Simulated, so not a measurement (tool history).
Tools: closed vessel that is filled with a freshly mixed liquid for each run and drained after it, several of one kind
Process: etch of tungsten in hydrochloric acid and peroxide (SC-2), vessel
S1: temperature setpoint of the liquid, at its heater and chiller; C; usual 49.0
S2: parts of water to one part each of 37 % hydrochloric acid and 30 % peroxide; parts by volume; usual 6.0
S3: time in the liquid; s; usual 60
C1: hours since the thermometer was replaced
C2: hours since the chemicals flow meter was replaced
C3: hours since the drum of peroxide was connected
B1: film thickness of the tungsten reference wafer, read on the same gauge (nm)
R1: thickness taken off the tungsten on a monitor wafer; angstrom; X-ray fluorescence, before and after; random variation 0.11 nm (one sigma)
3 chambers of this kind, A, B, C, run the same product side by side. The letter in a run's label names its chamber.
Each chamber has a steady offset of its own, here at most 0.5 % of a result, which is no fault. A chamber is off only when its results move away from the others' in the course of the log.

run	hour	S1	S2	S3	C1	C2	C3	B1	R1
1B	8.9	49.0	6.0	60	532.6	795.8	132.1	60.011	177.87
2C	17.6	49.0	6.0	60	1246.7	1320.6	63.2	60.007	179.00
# hour 18.0: chamber C: thermometer replaced
3A	27.9	49.0	6.0	60	339.8	1418.0	694.0	60.020	179.45
4C	41.7	49.0	6.0	60	23.7	1344.7	87.3	60.038	178.13
5B	48.6	49.0	6.0	60	572.3	835.5	171.8	60.015	178.40
6A	55.2	49.0	6.0	60	367.1	1445.3	721.3	59.980	180.12
7A	64.3	49.0	6.0	60	376.2	1454.4	730.4	59.975	178.94
8C	76.2	49.0	6.0	60	58.2	1379.2	121.8	60.021	181.10
9B	87.0	49.0	6.0	60	610.7	873.9	210.2	59.991	178.63
10A	99.6	49.0	6.0	60	411.5	1489.7	765.7	60.056	177.39
11C	107.1	49.0	6.0	60	89.1	1410.1	152.7	59.991	180.31
12B	119.0	52.5	4.0	60	642.7	905.9	242.2	60.000	301.08
13B	128.7	52.5	4.0	60	652.4	915.6	251.9	60.021	303.85
14A	137.3	52.5	4.0	60	449.2	1527.4	803.4	60.032	301.54
15C	144.1	49.0	6.0	70	126.1	1447.1	189.7	60.015	210.16
# hour 154.3: chamber A: chemicals flow meter replaced
16B	157.4	49.0	6.0	70	681.1	944.3	280.6	59.950	208.38
# hour 164.8: chamber C: chemicals flow meter replaced
17C	166.3	49.0	6.0	70	148.3	1.6	211.9	60.016	208.49
18A	173.1	49.0	6.0	60	485.0	18.9	839.2	60.013	179.58
19A	179.2	49.0	4.5	60	491.1	25.0	845.3	59.949	216.23
20B	185.3	49.0	4.5	60	709.0	972.2	308.5	59.997	221.77
21C	193.4	49.0	4.5	60	175.4	28.7	239.0	59.964	221.49
22C	203.1	49.0	6.0	60	185.1	38.4	248.7	59.941	179.59
23B	216.8	49.0	6.0	60	740.5	1003.7	340.0	59.990	179.73
24A	229.5	49.0	6.0	60	541.4	75.3	895.6	59.975	177.98
25A	236.0	49.0	6.0	60	547.9	81.8	902.1	60.008	180.91
26B	249.4	49.0	6.0	60	773.1	1036.3	372.6	59.958	178.97
27C	263.0	49.0	8.5	60	245.0	98.3	308.6	60.011	136.22

Is one chamber off against the others, does the gauge drift, or is nothing wrong? If a chamber is off, say which, and what the likeliest cause is.

No chamber stands off beyond its own small offset, and the gauge holds steady.
